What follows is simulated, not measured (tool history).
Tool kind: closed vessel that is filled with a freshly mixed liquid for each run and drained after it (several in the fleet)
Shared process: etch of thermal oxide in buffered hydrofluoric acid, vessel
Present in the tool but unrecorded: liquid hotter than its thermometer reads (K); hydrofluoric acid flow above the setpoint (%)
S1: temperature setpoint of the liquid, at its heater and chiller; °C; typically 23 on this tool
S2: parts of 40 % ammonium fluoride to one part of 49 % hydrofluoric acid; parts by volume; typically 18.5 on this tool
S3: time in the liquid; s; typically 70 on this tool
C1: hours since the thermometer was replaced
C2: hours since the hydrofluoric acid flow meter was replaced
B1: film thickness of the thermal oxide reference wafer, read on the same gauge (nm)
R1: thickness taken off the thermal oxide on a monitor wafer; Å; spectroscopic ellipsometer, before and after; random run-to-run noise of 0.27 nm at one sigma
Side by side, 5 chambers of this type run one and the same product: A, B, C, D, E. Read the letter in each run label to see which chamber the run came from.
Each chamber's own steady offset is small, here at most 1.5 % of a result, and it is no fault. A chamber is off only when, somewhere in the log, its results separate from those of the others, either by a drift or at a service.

run 1B day=0.396 | S1=23 S2=18.5 S3=70 | C1=85.9 C2=147.5 | B1=69.976 | R1=414.55
run 2E day=0.721 | S1=23 S2=18.5 S3=70 | C1=228.8 C2=84.3 | B1=69.979 | R1=425.86
run 3D day=1.046 | S1=23 S2=18.5 S3=70 | C1=846.2 C2=177 | B1=69.978 | R1=427.58
run 4C day=1.275 | S1=23 S2=18.5 S3=70 | C1=481.3 C2=1795.7 | B1=70.077 | R1=420.31
run 5A day=1.554 | S1=23 S2=18.5 S3=70 | C1=804.2 C2=1007.7 | B1=70.056 | R1=427.26
run 6E day=1.912 | S1=23 S2=18.5 S3=70 | C1=257.4 C2=112.9 | B1=70.01 | R1=424.24
run 7D day=2.146 | S1=23 S2=18.5 S3=70 | C1=872.6 C2=203.4 | B1=69.998 | R1=428.37
run 8B day=2.529 | S1=23 S2=18.5 S3=70 | C1=137.1 C2=198.7 | B1=70.003 | R1=416.32
run 9A day=2.725 | S1=23 S2=18.5 S3=70 | C1=832.3 C2=1035.8 | B1=69.975 | R1=424.45
run 10C day=3.171 | S1=23 S2=18.5 S3=70 | C1=526.8 C2=1841.2 | B1=69.965 | R1=425.39
run 11B day=3.492 | S1=23 S2=18.5 S3=70 | C1=160.2 C2=221.8 | B1=69.99 | R1=420.41
run 12D day=3.725 | S1=23 S2=18.5 S3=70 | C1=910.5 C2=241.3 | B1=69.983 | R1=427.54
run 13C day=4.096 | S1=23 S2=18.5 S3=70 | C1=549 C2=1863.4 | B1=69.995 | R1=425.17
run 14A day=4.4 | S1=23 S2=18.5 S3=70 | C1=872.5 C2=1076 | B1=69.998 | R1=427.69
run 15E day=4.75 | S1=23 S2=18.5 S3=70 | C1=325.5 C2=181 | B1=70.038 | R1=423.31
run 16C day=5.15 | S1=23 S2=18.5 S3=70 | C1=574.3 C2=1888.7 | B1=70.003 | R1=424.97
run 17A day=5.392 | S1=23 S2=18.5 S3=70 | C1=896.3 C2=1099.8 | B1=69.972 | R1=416.06
run 18E day=5.721 | S1=23 S2=18.5 S3=70 | C1=348.8 C2=204.3 | B1=70.038 | R1=426.6
run 19B day=6.154 | S1=23 S2=18.5 S3=70 | C1=224.1 C2=285.7 | B1=69.99 | R1=422.87
run 20D day=6.358 | S1=23 S2=18.5 S3=70 | C1=973.7 C2=304.5 | B1=70.003 | R1=431.33
run 21E day=6.662 | S1=23 S2=18.5 S3=70 | C1=371.4 C2=226.9 | B1=70.012 | R1=432.8
run 22C day=6.929 | S1=23 S2=18.5 S3=70 | C1=617 C2=1931.4 | B1=70.025 | R1=420.83
run 23D day=7.229 | S1=23 S2=18.5 S3=70 | C1=994.6 C2=325.4 | B1=70.01 | R1=427.79
run 24B day=7.575 | S1=23 S2=18.5 S3=70 | C1=258.2 C2=319.8 | B1=70.004 | R1=421.82
run 25A day=7.792 | S1=23 S2=18.5 S3=70 | C1=953.9 C2=1157.4 | B1=70.027 | R1=422
run 26C day=8.025 | S1=23 S2=18.5 S3=95 | C1=643.3 C2=1957.7 | B1=70.011 | R1=572.59
run 27D day=8.442 | S1=23 S2=18.5 S3=95 | C1=1023.7 C2=354.5 | B1=69.98 | R1=578.97
run 28E day=8.825 | S1=23 S2=18.5 S3=95 | C1=423.3 C2=278.8 | B1=70.016 | R1=602.27
run 29A day=9.062 | S1=23 S2=18.5 S3=95 | C1=984.4 C2=1187.9 | B1=69.972 | R1=571.1
-- day=9.258 chamber A: thermometer replaced
run 30B day=9.492 | S1=23 S2=18.5 S3=95 | C1=304.2 C2=365.8 | B1=70.012 | R1=573.37
run 31A day=9.8 | S1=23 S2=18.5 S3=70 | C1=13.1 C2=1205.6 | B1=70.014 | R1=420.04
run 32B day=10.092 | S1=23 S2=18.5 S3=70 | C1=318.6 C2=380.2 | B1=69.99 | R1=418.64
run 33C day=10.329 | S1=23 S2=18.5 S3=70 | C1=698.6 C2=2013 | B1=70.015 | R1=425.9
run 34D day=10.742 | S1=23 S2=18.5 S3=70 | C1=1078.9 C2=409.7 | B1=69.963 | R1=431.23
run 35E day=11.008 | S1=23 S2=18.5 S3=70 | C1=475.7 C2=331.2 | B1=69.968 | R1=453.62
run 36B day=11.446 | S1=23 S2=18.5 S3=70 | C1=351.1 C2=412.7 | B1=70.027 | R1=420.22
run 37A day=11.825 | S1=23 S2=18.5 S3=70 | C1=61.7 C2=1254.2 | B1=70.031 | R1=421.44
run 38D day=12.129 | S1=23 S2=18.5 S3=70 | C1=1112.2 C2=443 | B1=69.99 | R1=429.77
run 39C day=12.579 | S1=23 S2=18.5 S3=70 | C1=752.6 C2=2067 | B1=69.998 | R1=427.37
run 40E day=12.879 | S1=23 S2=20.5 S3=90 | C1=520.6 C2=376.1 | B1=69.976 | R1=542.09
run 41B day=13.108 | S1=23 S2=20.5 S3=90 | C1=391 C2=452.6 | B1=69.984 | R1=491.15
run 42C day=13.388 | S1=23 S2=20.5 S3=90 | C1=772 C2=2086.4 | B1=70.011 | R1=495.16
run 43E day=13.721 | S1=23 S2=20.5 S3=90 | C1=540.8 C2=396.3 | B1=70.001 | R1=543.42

Each of the 5 chambers runs these same settings next. Fill in every chamber's results:
run 44A day=14.046 | S1=23 S2=22.5 S3=70 | R1=?
run 44B day=14.046 | S1=23 S2=22.5 S3=70 | R1=?
run 44C day=14.046 | S1=23 S2=22.5 S3=70 | R1=?
run 44D day=14.046 | S1=23 S2=22.5 S3=70 | R1=?
run 44E day=14.046 | S1=23 S2=22.5 S3=70 | R1=?

run=44A R1=361.06
run=44B R1=356.78
run=44C R1=364.23
run=44D R1=364.71
run=44E R1=397.32

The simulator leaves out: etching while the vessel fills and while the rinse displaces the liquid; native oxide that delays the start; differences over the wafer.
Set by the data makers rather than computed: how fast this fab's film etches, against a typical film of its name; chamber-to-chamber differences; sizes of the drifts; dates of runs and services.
